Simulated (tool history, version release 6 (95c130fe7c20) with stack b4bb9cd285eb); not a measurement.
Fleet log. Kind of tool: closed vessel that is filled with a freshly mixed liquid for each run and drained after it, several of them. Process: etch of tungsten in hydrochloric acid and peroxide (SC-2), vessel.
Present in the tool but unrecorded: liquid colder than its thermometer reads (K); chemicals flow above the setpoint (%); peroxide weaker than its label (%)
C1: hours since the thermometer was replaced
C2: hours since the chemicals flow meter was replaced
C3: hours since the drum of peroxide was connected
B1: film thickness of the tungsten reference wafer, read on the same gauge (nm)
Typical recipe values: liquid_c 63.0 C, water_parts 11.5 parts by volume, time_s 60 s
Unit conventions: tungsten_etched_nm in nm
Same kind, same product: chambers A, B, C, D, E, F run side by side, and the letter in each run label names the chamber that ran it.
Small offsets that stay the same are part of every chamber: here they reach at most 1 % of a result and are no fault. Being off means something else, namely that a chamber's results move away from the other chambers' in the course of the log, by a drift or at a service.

Run 1B, hour 6.1: usual settings; C1 25.8; C2 1071.0; C3 113.5; B1 130.03. Result: tungsten_etched_nm 26.168 nm.
At hour 10.0: chamber D: new drum of peroxide connected.
Run 2D, hour 10.4: usual settings; C1 53.6; C2 728.0; C3 0.4; B1 129.94. Result: tungsten_etched_nm 26.201 nm.
Run 3F, hour 14.1: usual settings; C1 518.9; C2 786.3; C3 307.4; B1 130.04. Result: tungsten_etched_nm 26.197 nm.
Run 4C, hour 19.8: usual settings; C1 410.4; C2 299.0; C3 110.1; B1 130.02. Result: tungsten_etched_nm 26.438 nm.
At hour 24.8: chamber E: new drum of peroxide connected.
Run 5A, hour 25.6: usual settings but liquid_c 68.5 C; C1 772.0; C2 1394.5; C3 405.9; B1 130.01. Result: tungsten_etched_nm 36.168 nm.
Run 6E, hour 31.7: usual settings but liquid_c 68.5 C; C1 879.4; C2 597.5; C3 7.0; B1 130.03. Result: tungsten_etched_nm 37.348 nm.
Run 7C, hour 35.0: usual settings but liquid_c 68.5 C; C1 425.6; C2 314.2; C3 125.3; B1 129.98. Result: tungsten_etched_nm 36.955 nm.
At hour 38.3: chamber D: chemicals flow meter replaced.
Run 8D, hour 39.5: usual settings but liquid_c 68.5 C; C1 82.7; C2 1.2; C3 29.5; B1 130.04. Result: tungsten_etched_nm 37.014 nm.
Run 9F, hour 44.2: usual settings but liquid_c 68.5 C; C1 549.0; C2 816.4; C3 337.5; B1 130.02. Result: tungsten_etched_nm 36.724 nm.
Run 10E, hour 49.5: usual settings but liquid_c 68.5 C; C1 897.2; C2 615.3; C3 24.8; B1 130.00. Result: tungsten_etched_nm 37.830 nm.
Run 11A, hour 56.0: usual settings; C1 802.4; C2 1424.9; C3 436.3; B1 130.01. Result: tungsten_etched_nm 25.917 nm.
Run 12B, hour 59.5: usual settings; C1 79.2; C2 1124.4; C3 166.9; B1 129.99. Result: tungsten_etched_nm 26.326 nm.
Run 13F, hour 64.0: usual settings; C1 568.8; C2 836.2; C3 357.3; B1 130.03. Result: tungsten_etched_nm 25.553 nm.
Run 14B, hour 68.1: usual settings; C1 87.8; C2 1133.0; C3 175.5; B1 129.99. Result: tungsten_etched_nm 25.700 nm.
Run 15A, hour 74.0: usual settings; C1 820.4; C2 1442.9; C3 454.3; B1 129.98. Result: tungsten_etched_nm 25.486 nm.
Run 16C, hour 79.1: usual settings; C1 469.7; C2 358.3; C3 169.4; B1 129.96. Result: tungsten_etched_nm 26.532 nm.
Run 17D, hour 82.5: usual settings; C1 125.7; C2 44.2; C3 72.5; B1 130.04. Result: tungsten_etched_nm 25.998 nm.
Run 18E, hour 86.2: usual settings; C1 933.9; C2 652.0; C3 61.5; B1 130.01. Result: tungsten_etched_nm 26.739 nm.
Run 19D, hour 90.1: usual settings; C1 133.3; C2 51.8; C3 80.1; B1 130.01. Result: tungsten_etched_nm 26.533 nm.
Run 20F, hour 96.1: usual settings; C1 600.9; C2 868.3; C3 389.4; B1 129.99. Result: tungsten_etched_nm 26.252 nm.
Run 21E, hour 102.5: usual settings; C1 950.2; C2 668.3; C3 77.8; B1 129.96. Result: tungsten_etched_nm 26.739 nm.
At hour 105.0: chamber F: new drum of peroxide connected.
Run 22B, hour 106.7: usual settings but time_s 90 s; C1 126.4; C2 1171.6; C3 214.1; B1 129.98. Result: tungsten_etched_nm 39.139 nm.
Run 23A, hour 112.2: usual settings but time_s 90 s; C1 858.6; C2 1481.1; C3 492.5; B1 130.04. Result: tungsten_etched_nm 37.588 nm.
Run 24C, hour 115.3: usual settings but time_s 90 s; C1 505.9; C2 394.5; C3 205.6; B1 129.94. Result: tungsten_etched_nm 39.943 nm.
Run 25D, hour 118.4: usual settings but time_s 90 s; C1 161.6; C2 80.1; C3 108.4; B1 130.02. Result: tungsten_etched_nm 39.695 nm.
Run 26A, hour 122.0: usual settings but time_s 90 s; C1 868.4; C2 1490.9; C3 502.3; B1 129.93. Result: tungsten_etched_nm 37.651 nm.
Run 27B, hour 126.6: usual settings but time_s 90 s; C1 146.3; C2 1191.5; C3 234.0; B1 130.00. Result: tungsten_etched_nm 39.391 nm.
Run 28E, hour 131.7: usual settings but liquid_c 71.5 C; C1 979.4; C2 697.5; C3 107.0; B1 129.99. Result: tungsten_etched_nm 44.735 nm.
Run 29F, hour 135.2: usual settings but liquid_c 71.5 C; C1 640.0; C2 907.4; C3 30.2; B1 130.01. Result: tungsten_etched_nm 43.701 nm.
Run 30C, hour 141.5: usual settings but liquid_c 71.5 C; C1 532.1; C2 420.7; C3 231.8; B1 130.05. Result: tungsten_etched_nm 43.560 nm.
Run 31D, hour 145.1: usual settings but liquid_c 71.5 C; C1 188.3; C2 106.8; C3 135.1; B1 129.97. Result: tungsten_etched_nm 43.932 nm.
Run 32B, hour 148.6: usual settings but liquid_c 71.5 C; C1 168.3; C2 1213.5; C3 256.0; B1 129.99. Result: tungsten_etched_nm 43.857 nm.
Run 33F, hour 152.4: usual settings but liquid_c 71.5 C; C1 657.2; C2 924.6; C3 47.4; B1 130.01. Result: tungsten_etched_nm 43.683 nm.
Run 34A, hour 157.3: usual settings; C1 903.7; C2 1526.2; C3 537.6; B1 130.03. Result: tungsten_etched_nm 24.408 nm.
At hour 157.4: chamber E: chemicals flow meter replaced.
Run 35C, hour 163.4: usual settings; C1 554.0; C2 442.6; C3 253.7; B1 129.98. Result: tungsten_etched_nm 26.273 nm.
Run 36E, hour 169.7: usual settings; C1 1017.4; C2 12.4; C3 145.0; B1 129.98. Result: tungsten_etched_nm 26.369 nm.
Run 37F, hour 174.6: usual settings; C1 679.4; C2 946.8; C3 69.6; B1 129.96. Result: tungsten_etched_nm 26.472 nm.
Run 38C, hour 179.7: usual settings; C1 570.3; C2 458.9; C3 270.0; B1 129.97. Result: tungsten_etched_nm 26.595 nm.
Run 39E, hour 182.6: usual settings but water_parts 14.5 parts by volume; C1 1030.3; C2 25.3; C3 157.9; B1 129.97. Result: tungsten_etched_nm 21.874 nm.
Run 40B, hour 186.3: usual settings but water_parts 14.5 parts by volume; C1 206.0; C2 1251.2; C3 293.7; B1 130.02. Result: tungsten_etched_nm 21.357 nm.
Run 41D, hour 190.5: usual settings but water_parts 14.5 parts by volume; C1 233.7; C2 152.2; C3 180.5; B1 130.04. Result: tungsten_etched_nm 21.307 nm.

Decide between three cases: one chamber stands off from its peers, the gauge reading all wafers drifts, or nothing is wrong past each chamber's small offset. Where a chamber is off, say which and what most likely put it there.

One chamber, A, drifts off from the rest bit by bit.
Most likely cause: peroxide weaker than its label (%) = 7.71.
The log may not separate it from: liquid colder than its thermometer reads (K); chemicals flow below the setpoint (%).

Chamber A could run next with any of the 4 candidate recipes listed below; each alters the usual settings, and their results appear as question marks. Which one brings its results back in line with what the other chambers deliver on the usual settings?
In line here means within this much of the mean the other chambers give on the usual settings: tungsten_etched_nm 0.810 nm
Run 42A-1, hour 195.1: usual settings but water_parts 12.0 parts by volume. Result: tungsten_etched_nm ?.
Run 42A-2, hour 195.1: usual settings but water_parts 10.5 parts by volume. Result: tungsten_etched_nm ?.
Run 42A-3, hour 195.1: usual settings but liquid_c 63.5 C. Result: tungsten_etched_nm ?.
Run 42A-4, hour 195.1: usual settings but time_s 55 s. Result: tungsten_etched_nm ?.

The other chambers' mean on the usual settings: tungsten_etched_nm 26.314 nm
  run  tungsten_etched_nm
42A-1              23.370
42A-2              26.171
42A-3              24.977
42A-4              22.215
Change 42A-2 lands the chamber within the allowed miss of the other chambers.
